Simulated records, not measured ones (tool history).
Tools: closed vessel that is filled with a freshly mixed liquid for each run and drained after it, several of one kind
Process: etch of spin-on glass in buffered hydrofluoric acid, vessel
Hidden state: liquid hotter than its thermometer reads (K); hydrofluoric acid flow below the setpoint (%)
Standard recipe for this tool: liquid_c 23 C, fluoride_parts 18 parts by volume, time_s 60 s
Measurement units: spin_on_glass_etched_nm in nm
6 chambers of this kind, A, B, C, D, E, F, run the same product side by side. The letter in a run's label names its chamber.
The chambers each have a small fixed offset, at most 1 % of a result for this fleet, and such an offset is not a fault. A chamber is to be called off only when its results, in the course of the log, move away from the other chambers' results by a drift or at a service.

run    day  liquid_c  fluoride_parts  time_s  hours since the thermometer was replaced  hours since the hydrofluoric acid flow meter was replaced  read-back film thickness of the spin-on glass reference wafer, read on the same gauge (nm)  spin_on_glass_etched_nm
 1D  0.146        23              18      60                                      12.6                                                     1149.1                                                                                      49.973                   97.546
 2E  0.321        23              18      60                                     828.9                                                      800.6                                                                                      49.992                   99.445
 3A  0.529        23              18      60                                     618.9                                                     1045.5                                                                                      49.994                   101.83
 4B  0.717        23              18      60                                     701.4                                                      314.8                                                                                       49.99                   98.458
 5F  0.842        23              18      85                                    1000.7                                                      764.2                                                                                      50.019                   141.43
 6C  1.008        23              18      85                                     749.6                                                       33.9                                                                                      49.996                   137.66
 7C  1.133        23              18      85                                     752.6                                                       36.9                                                                                      50.028                   141.72
 8E  1.362        23              18      85                                     853.9                                                      825.6                                                                                      49.979                   140.01
 9F  1.517        23              18      85                                    1016.9                                                      780.4                                                                                      49.965                   141.39
10D  1.654        23              18      85                                      48.8                                                     1185.3                                                                                      49.975                   138.74
11B  1.788        23              18      60                                     727.1                                                      340.5                                                                                      49.993                   98.618
12A  1.962        23              18      60                                     653.3                                                     1079.9                                                                                      49.991                   98.945
13C  2.167        23              18      60                                     777.4                                                       61.7                                                                                      49.992                   99.612
14A  2.296        23              18      60                                     661.3                                                     1087.9                                                                                      50.039                   100.44
15D  2.408        23              18      60                                      66.9                                                     1203.4                                                                                       50.02                   96.626
16F  2.554        23              18      60                                    1041.8                                                      805.3                                                                                      49.992                    99.49
17B  2.779        23              24      80                                     750.9                                                      364.3                                                                                      49.955                   105.27
18E  2.954        23              24      80                                     892.1                                                      863.8                                                                                      50.007                   105.68
19B  3.096        23              24      80                                     758.5                                                      371.9                                                                                      49.985                   108.22
20E  3.221        23              24      80                                     898.5                                                      870.2                                                                                      49.995                   104.94
21F  3.367        23              24      80                                    1061.3                                                      824.8                                                                                      50.024                    105.3
22C  3.483        23              24      80                                       809                                                       93.3                                                                                      49.957                      104
23A   3.65        23              18      60                                     693.8                                                     1120.4                                                                                          50                   100.42
24D  3.762        23              18      60                                      99.4                                                     1235.9                                                                                      49.995                   96.732
25F  3.888        23              18      60                                    1073.8                                                      837.3                                                                                      50.006                   98.983
26E  4.075        23              18      60                                       919                                                      890.7                                                                                      49.963                   98.718
27B  4.262        23              18      60                                     786.5                                                      399.9                                                                                      50.038                   102.51
28A  4.417        21              18      45                                     712.2                                                     1138.8                                                                                      50.012                   66.463
29D  4.558        21              18      45                                     118.5                                                       1255                                                                                       49.99                   65.499
30C  4.775        21              18      45                                       840                                                      124.3                                                                                      49.971                   66.699
31D  4.996        21              18      45                                       129                                                     1265.5                                                                                      50.004                   64.608
32C  5.225        21              18      45                                     850.8                                                      135.1                                                                                      49.977                   66.041
33B  5.446        21              18      45                                     814.9                                                      428.3                                                                                      50.007                   69.916
34A  5.671        23              18      60                                     742.3                                                     1168.9                                                                                      50.018                   98.211
     5.879  -- chamber D: hydrofluoric acid flow meter replaced
35E  5.896        23              18      60                                     962.7                                                      934.4                                                                                      50.017                   98.797
36F  6.025        23              18      60                                    1125.1                                                      888.6                                                                                      50.008                   98.202
37E  6.208        23              18      60                                     970.2                                                      941.9                                                                                      49.998                   98.281
38A  6.358        23              18      60                                     758.8                                                     1185.4                                                                                      50.031                   100.12
39D  6.492        23              18      60                                     164.9                                                       14.7                                                                                      49.999                   97.825
40C  6.692        23              18      60                                       886                                                      170.3                                                                                      50.049                   97.124
41B  6.804        23              18      60                                     847.5                                                      460.9                                                                                      50.003                   106.39
42F  6.958        23              18      60                                    1147.5                                                        911                                                                                      49.986                   99.739

For the next run the whole fleet of 6 chambers uses the same settings. Give each chamber's results:
43A  7.133        23              18      90                                                                                                                                                                                                                         ?
43B  7.133        23              18      90                                                                                                                                                                                                                         ?
43C  7.133        23              18      90                                                                                                                                                                                                                         ?
43D  7.133        23              18      90                                                                                                                                                                                                                         ?
43E  7.133        23              18      90                                                                                                                                                                                                                         ?
43F  7.133        23              18      90                                                                                                                                                                                                                         ?

run  spin_on_glass_etched_nm
43A                   149.69
43B                   161.41
43C                   147.75
43D                   150.02
43E                    145.6
43F                   147.76

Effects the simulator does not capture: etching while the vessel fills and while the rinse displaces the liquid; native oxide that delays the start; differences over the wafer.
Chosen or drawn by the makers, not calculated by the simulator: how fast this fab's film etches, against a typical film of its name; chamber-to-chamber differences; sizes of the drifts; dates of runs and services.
